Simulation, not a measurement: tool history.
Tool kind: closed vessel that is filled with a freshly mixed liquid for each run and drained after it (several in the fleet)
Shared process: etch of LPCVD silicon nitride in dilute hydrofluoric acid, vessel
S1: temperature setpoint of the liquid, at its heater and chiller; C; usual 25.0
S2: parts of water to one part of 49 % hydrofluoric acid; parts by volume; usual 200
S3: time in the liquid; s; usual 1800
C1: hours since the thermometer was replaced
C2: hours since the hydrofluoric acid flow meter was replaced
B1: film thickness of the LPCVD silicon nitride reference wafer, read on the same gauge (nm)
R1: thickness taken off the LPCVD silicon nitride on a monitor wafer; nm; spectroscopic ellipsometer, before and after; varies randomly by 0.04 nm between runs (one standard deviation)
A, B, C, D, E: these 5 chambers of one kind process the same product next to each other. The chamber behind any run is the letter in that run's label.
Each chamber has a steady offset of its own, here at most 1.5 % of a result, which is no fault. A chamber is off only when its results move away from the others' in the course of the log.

{"run": "1C", "hour": 9.2, "S1": 25.0, "S2": 200, "S3": 1800, "C1": 1080.2, "C2": 84.4, "B1": 39.956, "R1": 4.4305}
{"run": "2A", "hour": 19.6, "S1": 25.0, "S2": 200, "S3": 1800, "C1": 371.7, "C2": 43.2, "B1": 40.006, "R1": 4.444}
{"run": "3B", "hour": 27.9, "S1": 25.0, "S2": 200, "S3": 1800, "C1": 462.5, "C2": 704.9, "B1": 39.988, "R1": 4.3818}
{"run": "4E", "hour": 38.5, "S1": 25.0, "S2": 200, "S3": 1800, "C1": 1495.5, "C2": 290.5, "B1": 39.958, "R1": 4.4579}
{"run": "5D", "hour": 45.8, "S1": 25.0, "S2": 200, "S3": 1800, "C1": 793.4, "C2": 590.9, "B1": 39.967, "R1": 4.5042}
{"run": "6E", "hour": 52.2, "S1": 25.0, "S2": 200, "S3": 1800, "C1": 1509.2, "C2": 304.2, "B1": 40.014, "R1": 4.3912}
{"run": "7D", "hour": 61.2, "S1": 25.0, "S2": 200, "S3": 1800, "C1": 808.8, "C2": 606.3, "B1": 40.019, "R1": 4.5181}
{"run": "8C", "hour": 66.7, "S1": 25.0, "S2": 200, "S3": 1800, "C1": 1137.7, "C2": 141.9, "B1": 40.037, "R1": 4.4214}
{"run": "9B", "hour": 75.3, "S1": 25.0, "S2": 200, "S3": 1800, "C1": 509.9, "C2": 752.3, "B1": 39.959, "R1": 4.415}
{"run": "10A", "hour": 82.6, "S1": 25.0, "S2": 200, "S3": 1800, "C1": 434.7, "C2": 106.2, "B1": 39.957, "R1": 4.4803}
{"run": "11B", "hour": 87.7, "S1": 25.0, "S2": 200, "S3": 1800, "C1": 522.3, "C2": 764.7, "B1": 40.02, "R1": 4.493}
{"run": "12D", "hour": 98.7, "S1": 25.0, "S2": 145, "S3": 1800, "C1": 846.3, "C2": 643.8, "B1": 39.977, "R1": 6.1405}
{"run": "13E", "hour": 108.3, "S1": 25.0, "S2": 145, "S3": 1800, "C1": 1565.3, "C2": 360.3, "B1": 40.01, "R1": 6.1667}
{"run": "14A", "hour": 119.1, "S1": 25.0, "S2": 145, "S3": 1800, "C1": 471.2, "C2": 142.7, "B1": 39.979, "R1": 6.0911}
{"run": "15C", "hour": 128.7, "S1": 25.0, "S2": 145, "S3": 1800, "C1": 1199.7, "C2": 203.9, "B1": 39.975, "R1": 6.1708}
{"run": "16A", "hour": 139.1, "S1": 25.0, "S2": 145, "S3": 1800, "C1": 491.2, "C2": 162.7, "B1": 39.973, "R1": 6.24}
{"run": "17B", "hour": 149.0, "S1": 25.0, "S2": 200, "S3": 1800, "C1": 583.6, "C2": 826.0, "B1": 40.041, "R1": 4.3064}
{"run": "18D", "hour": 153.9, "S1": 25.0, "S2": 200, "S3": 1800, "C1": 901.5, "C2": 699.0, "B1": 39.927, "R1": 4.5005}
{"run": "19E", "hour": 161.1, "S1": 25.0, "S2": 200, "S3": 1800, "C1": 1618.1, "C2": 413.1, "B1": 40.031, "R1": 4.4195}
{"run": "20C", "hour": 169.0, "S1": 25.0, "S2": 200, "S3": 1800, "C1": 1240.0, "C2": 244.2, "B1": 39.947, "R1": 4.394}
{"run": "21A", "hour": 176.7, "S1": 25.0, "S2": 200, "S3": 1800, "C1": 528.8, "C2": 200.3, "B1": 39.99, "R1": 4.4017}
{"run": "22B", "hour": 185.2, "S1": 25.0, "S2": 200, "S3": 1800, "C1": 619.8, "C2": 862.2, "B1": 39.984, "R1": 4.2946}
{"hour": 189.7, "done": "chamber E: hydrofluoric acid flow meter replaced"}
{"run": "23C", "hour": 192.3, "S1": 25.0, "S2": 200, "S3": 1800, "C1": 1263.3, "C2": 267.5, "B1": 40.027, "R1": 4.4504}
{"run": "24D", "hour": 200.3, "S1": 27.5, "S2": 200, "S3": 2135, "C1": 947.9, "C2": 745.4, "B1": 40.035, "R1": 6.0914}
{"run": "25E", "hour": 211.3, "S1": 27.5, "S2": 200, "S3": 2135, "C1": 1668.3, "C2": 21.7, "B1": 40.022, "R1": 6.0965}
{"run": "26A", "hour": 219.8, "S1": 27.5, "S2": 200, "S3": 2135, "C1": 571.9, "C2": 243.4, "B1": 39.959, "R1": 6.1906}
{"run": "27E", "hour": 226.9, "S1": 27.5, "S2": 200, "S3": 2135, "C1": 1683.9, "C2": 37.3, "B1": 39.972, "R1": 6.1544}
{"run": "28B", "hour": 233.3, "S1": 27.5, "S2": 200, "S3": 2135, "C1": 667.9, "C2": 910.3, "B1": 39.933, "R1": 5.7855}
{"run": "29C", "hour": 239.8, "S1": 25.0, "S2": 200, "S3": 1800, "C1": 1310.8, "C2": 315.0, "B1": 39.953, "R1": 4.4721}
{"run": "30D", "hour": 247.0, "S1": 25.0, "S2": 200, "S3": 1800, "C1": 994.6, "C2": 792.1, "B1": 40.009, "R1": 4.4611}
{"run": "31E", "hour": 255.8, "S1": 27.0, "S2": 275, "S3": 1800, "C1": 1712.8, "C2": 66.2, "B1": 40.006, "R1": 3.629}

All chambers now run identical settings, listed one chamber a line with results as question marks. What results will each chamber show?
{"run": "32A", "hour": 263.9, "S1": 25.0, "S2": 200, "S3": 1800, "R1": "?"}
{"run": "32B", "hour": 263.9, "S1": 25.0, "S2": 200, "S3": 1800, "R1": "?"}
{"run": "32C", "hour": 263.9, "S1": 25.0, "S2": 200, "S3": 1800, "R1": "?"}
{"run": "32D", "hour": 263.9, "S1": 25.0, "S2": 200, "S3": 1800, "R1": "?"}
{"run": "32E", "hour": 263.9, "S1": 25.0, "S2": 200, "S3": 1800, "R1": "?"}

run=32A R1=4.5175
run=32B R1=4.1512
run=32C R1=4.4384
run=32D R1=4.5155
run=32E R1=4.4201
